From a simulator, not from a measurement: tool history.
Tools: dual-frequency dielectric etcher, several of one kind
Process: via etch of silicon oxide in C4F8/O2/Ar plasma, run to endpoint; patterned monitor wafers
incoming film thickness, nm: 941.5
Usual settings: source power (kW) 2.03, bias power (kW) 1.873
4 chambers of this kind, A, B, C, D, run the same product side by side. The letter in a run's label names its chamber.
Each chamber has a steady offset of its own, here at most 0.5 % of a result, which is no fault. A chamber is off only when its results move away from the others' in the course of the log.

| run | hour | source power (kW) | bias power (kW) | hours since the last wet clean | hours since the last source power generator calibration | hours since the last bias power generator calibration | endpoint time (s) |
|---|---|---|---|---|---|---|---|
| 1A | 3.9 | 2.03 | 1.873 | 208.5 | 105.7 | 1368.3 | 189.74 |
| 2C | 9.1 | 2.03 | 1.873 | 283.4 | 140.4 | 4070.7 | 188.49 |
| 3B | 13.9 | 2.03 | 1.873 | 400.1 | 893.2 | 2623.6 | 186.65 |
| 4D | 16.8 | 2.03 | 1.873 | 346.9 | 1653.2 | 314.8 | 188.05 |
| 5C | 21.3 | 1.78 | 1.419 | 295.6 | 152.6 | 4082.9 | 213.49 |
| 6D | 26.5 | 1.78 | 1.419 | 356.6 | 1662.9 | 324.5 | 214.51 |
| 7B | 29.6 | 1.78 | 1.419 | 415.8 | 908.9 | 2639.3 | 213.28 |
| 8A | 34.2 | 1.78 | 1.419 | 238.8 | 136 | 1398.6 | 214.11 |
| 9D | 38.2 | 2.03 | 1.873 | 368.3 | 1674.6 | 336.2 | 188.42 |
| 10A | 42.9 | 2.03 | 1.873 | 247.5 | 144.7 | 1407.3 | 190.1 |
| 11B | 45.6 | 2.03 | 1.873 | 431.8 | 924.9 | 2655.3 | 187.2 |
| 12C | 50.9 | 2.03 | 1.873 | 325.2 | 182.2 | 4112.5 | 187.26 |
| 13C | 55.1 | 2.03 | 1.873 | 329.4 | 186.4 | 4116.7 | 187.47 |
|  | 57.7 | chamber C: bias power generator calibrated |
| 14A | 57.9 | 1.54 | 2.011 | 262.5 | 159.7 | 1422.3 | 206.53 |
|  | 62.8 | chamber B: wet clean of the chamber |
| 15B | 63.2 | 1.54 | 2.011 | 0.4 | 942.5 | 2672.9 | 198.11 |
| 16D | 68.5 | 1.54 | 2.011 | 398.6 | 1704.9 | 366.5 | 205.63 |
| 17D | 72.2 | 1.54 | 2.011 | 402.3 | 1708.6 | 370.2 | 206.51 |
| 18C | 75.3 | 1.54 | 1.492 | 349.6 | 206.6 | 17.6 | 224.74 |
| 19A | 78.5 | 1.54 | 1.492 | 283.1 | 180.3 | 1442.9 | 223.9 |
|  | 79.1 | chamber D: wet clean of the chamber |
| 20B | 82.2 | 1.54 | 1.492 | 19.4 | 961.5 | 2691.9 | 217.09 |
| 21D | 87.4 | 1.54 | 1.492 | 8.4 | 1723.8 | 385.4 | 221.86 |
| 22C | 92.7 | 2.03 | 1.873 | 367 | 224 | 35 | 187.87 |
| 23A | 98.1 | 2.03 | 1.873 | 302.7 | 199.9 | 1462.5 | 187.45 |
| 24B | 103.5 | 1.6 | 1.873 | 40.7 | 982.8 | 2713.2 | 198.92 |
| 25B | 106.9 | 1.6 | 1.873 | 44.1 | 986.2 | 2716.6 | 200.23 |
| 26A | 110.6 | 1.6 | 1.873 | 315.2 | 212.4 | 1475 | 207.46 |
| 27C | 115.6 | 1.6 | 1.873 | 389.9 | 246.9 | 57.9 | 207.69 |
| 28D | 118.3 | 2.44 | 2.138 | 39.3 | 1754.7 | 416.3 | 168.89 |
| 29B | 121.3 | 2.44 | 2.138 | 58.5 | 1000.6 | 2731 | 161.32 |
| 30A | 124.4 | 2.44 | 2.138 | 329 | 226.2 | 1488.8 | 167.42 |
| 31C | 129.3 | 2.44 | 2.138 | 403.6 | 260.6 | 71.6 | 168.13 |
| 32D | 134 | 2.03 | 1.873 | 55 | 1770.4 | 432 | 188.25 |
| 33D | 139.1 | 2.03 | 1.873 | 60.1 | 1775.5 | 437.1 | 189.33 |
| 34A | 144.7 | 2.03 | 1.873 | 349.3 | 246.5 | 1509.1 | 188.17 |
| 35C | 148.1 | 2.03 | 1.873 | 422.4 | 279.4 | 90.4 | 188.27 |
| 36B | 151.7 | 2.03 | 1.873 | 88.9 | 1031 | 2761.4 | 181.48 |

Next, every chamber runs the same settings. What will each give?
| 37A | 155.7 | 2.03 | 1.873 |  |  |  | ? |
| 37B | 155.7 | 2.03 | 1.873 |  |  |  | ? |
| 37C | 155.7 | 2.03 | 1.873 |  |  |  | ? |
| 37D | 155.7 | 2.03 | 1.873 |  |  |  | ? |

| run | endpoint time (s) |
|---|---|
| 37A | 188.46 |
| 37B | 181.5 |
| 37C | 187.75 |
| 37D | 188.29 |
